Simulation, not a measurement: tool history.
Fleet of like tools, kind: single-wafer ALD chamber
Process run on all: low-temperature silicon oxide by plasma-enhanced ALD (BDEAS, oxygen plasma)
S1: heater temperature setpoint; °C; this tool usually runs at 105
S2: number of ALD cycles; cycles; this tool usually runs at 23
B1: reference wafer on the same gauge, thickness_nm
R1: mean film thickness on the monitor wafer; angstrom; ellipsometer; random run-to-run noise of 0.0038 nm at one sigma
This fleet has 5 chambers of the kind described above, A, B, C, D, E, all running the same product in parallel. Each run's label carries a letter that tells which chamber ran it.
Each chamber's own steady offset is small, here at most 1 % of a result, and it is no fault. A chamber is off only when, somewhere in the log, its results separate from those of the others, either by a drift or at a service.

run   hour   S1  S2      B1      R1
 1B    3.9  105  23  2.6903   32.42
 2C   12.8  105  23  2.6915  32.762
 3A   16.7  105  23  2.6918  32.664
 4E   24.2  105  23  2.6917  32.664
 5D   31.1  105  23  2.6917  32.365
 6E   36.9  105  23   2.693  32.707
 7B   44.3  105  23  2.6927  32.412
 8C   51.7  111  21  2.6925  29.598
 9A   57.9  111  21  2.6934  29.545
10D   62.8  111  21  2.6942  29.233
11D   69.7  111  21  2.6946  29.234
12E     78  111  21  2.6941  29.639
13C   83.5  105  23  2.6946  32.749
14B   88.1  105  23  2.6949  32.389
15A   93.2   94  26  2.6959  38.154
16C   98.2   94  26  2.6963  38.276
17D  105.4   94  26  2.6956  37.676
18A  109.7   94  26   2.696  38.246
19E  114.8   94  26  2.6968  38.128
20B  123.2  105  23  2.6969  32.508
21B  128.8  105  23  2.6971   32.51
22D  133.5  105  23   2.698  32.312
23A  141.2  105  23  2.6981  32.746
24C  146.9  105  23  2.6981  32.834
25E  153.6  105  23  2.6993  32.789
26A  159.5  105  23  2.6991  32.791
27E    167  105  23  2.7002  32.789
28B  174.1  105  23  2.6996   32.46
29C  178.4  105  23  2.7011  32.784
30D  187.1  105  23   2.701  32.388
31C    192  105  23  2.7013  32.838
32E  197.7  105  23   2.702  32.848
33A  203.3   97  21  2.7017  30.472
34B  211.2   97  21  2.7029  30.255

Next, every chamber runs the same settings. What will each give?
35A  217.6  110  23       ?
35B  217.6  110  23       ?
35C  217.6  110  23       ?
35D  217.6  110  23       ?
35E  217.6  110  23       ?

run      R1
35A  32.522
35B   32.24
35C   32.54
35D  32.131
35E  32.583
